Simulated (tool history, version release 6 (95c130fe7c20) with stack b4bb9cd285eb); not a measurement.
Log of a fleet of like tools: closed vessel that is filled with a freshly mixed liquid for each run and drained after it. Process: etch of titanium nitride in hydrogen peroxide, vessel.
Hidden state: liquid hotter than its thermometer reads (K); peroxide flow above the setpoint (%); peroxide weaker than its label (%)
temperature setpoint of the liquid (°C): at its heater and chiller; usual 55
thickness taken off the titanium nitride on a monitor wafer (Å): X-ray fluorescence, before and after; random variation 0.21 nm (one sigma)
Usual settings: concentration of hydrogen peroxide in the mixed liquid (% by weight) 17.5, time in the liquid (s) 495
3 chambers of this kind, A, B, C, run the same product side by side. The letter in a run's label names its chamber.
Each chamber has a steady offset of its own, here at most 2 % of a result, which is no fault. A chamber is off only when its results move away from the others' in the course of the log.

run	hour	temperature setpoint of the liquid (°C)	concentration of hydrogen peroxide in the mixed liquid (% by weight)	time in the liquid (s)	hours since the thermometer was replaced	hours since the peroxide flow meter was replaced	hours since the drum of peroxide was connected	read-back film thickness of the titanium nitride reference wafer, read on the same gauge (nm)	thickness taken off the titanium nitride on a monitor wafer (Å)
1B	5.3	55	17.5	495	283.3	1846.7	348	140	246.29
2A	13.9	55	17.5	495	2144.4	407.9	1034.3	139.99	245.85
# hour 17.9: chamber B: peroxide flow meter replaced
3C	19.9	55	17.5	495	24.9	1375.9	59.7	139.99	245.94
4A	26.2	55	17.5	495	2156.7	420.2	1046.6	140.02	247.43
5C	34.7	55	17.5	495	39.7	1390.7	74.5	139.98	247.68
6B	43	55	17.5	495	321	25.2	385.7	140	243.25
7C	52.3	55	17.5	495	57.3	1408.3	92.1	140	245.76
8A	61.8	55	17.5	495	2192.3	455.8	1082.2	140	240.68
9B	66.5	55	17.5	495	344.5	48.7	409.2	139.99	241.52
10C	74.5	48.5	19.5	495	79.5	1430.5	114.3	140	156.06
# hour 77.2: chamber A: thermometer replaced
11B	78.9	48.5	19.5	495	356.9	61.1	421.6	140.01	155.7
12A	87.9	48.5	19.5	495	10.7	481.9	1108.3	139.99	159.64
13A	93.9	55	17.5	495	16.7	487.9	1114.3	140	244.04
14B	103.8	55	17.5	495	381.8	86	446.5	140.01	240
15C	111.6	55	17.5	495	116.6	1467.6	151.4	139.98	242.96
16B	119.8	55	17.5	495	397.8	102	462.5	140	244.04
17A	127.8	55	17.5	495	50.6	521.8	1148.2	140.02	242.21
18C	133.8	55	17.5	495	138.8	1489.8	173.6	140.01	247.86
19C	143	55	17.5	495	148	1499	182.8	140	243.35
20B	152.8	59	17.5	630	430.8	135	495.5	140.01	410.06
21A	158.5	59	17.5	630	81.3	552.5	1178.9	140	411.17
22C	164.1	59	17.5	630	169.1	1520.1	203.9	139.99	408.44
# hour 165.3: chamber B: new drum of peroxide connected
23B	173.1	55	17.5	495	451.1	155.3	7.8	140	243.44
24A	178.6	55	17.5	495	101.4	572.6	1199	140	242.93
25C	184.5	59.5	17.5	495	189.5	1540.5	224.3	140	337.5
26A	193.2	59.5	17.5	495	116	587.2	1213.6	139.99	328.6
27B	202.2	59.5	17.5	495	480.2	184.4	36.9	139.96	337.73
28A	212.1	55	17.5	495	134.9	606.1	1232.5	140	241.69
# hour 213.2: chamber C: peroxide flow meter replaced
29C	216.9	55	17.5	495	221.9	3.8	256.7	139.99	248.82
30B	225.1	55	17.5	495	503.1	207.3	59.8	139.99	245.22
31A	232.1	55	19.5	495	154.9	626.1	1252.5	140	253.01
32B	238.4	55	19.5	495	516.4	220.6	73.1	140.01	253.67
33C	246.1	55	19.5	495	251.1	33	285.9	140.02	252.72

All 3 chambers run these settings next. Forecast each chamber's results:
34A	253.4	55	17.5	495					?
34B	253.4	55	17.5	495					?
34C	253.4	55	17.5	495					?

run	thickness taken off the titanium nitride on a monitor wafer (Å)
34A	243.11
34B	244.88
34C	247.92

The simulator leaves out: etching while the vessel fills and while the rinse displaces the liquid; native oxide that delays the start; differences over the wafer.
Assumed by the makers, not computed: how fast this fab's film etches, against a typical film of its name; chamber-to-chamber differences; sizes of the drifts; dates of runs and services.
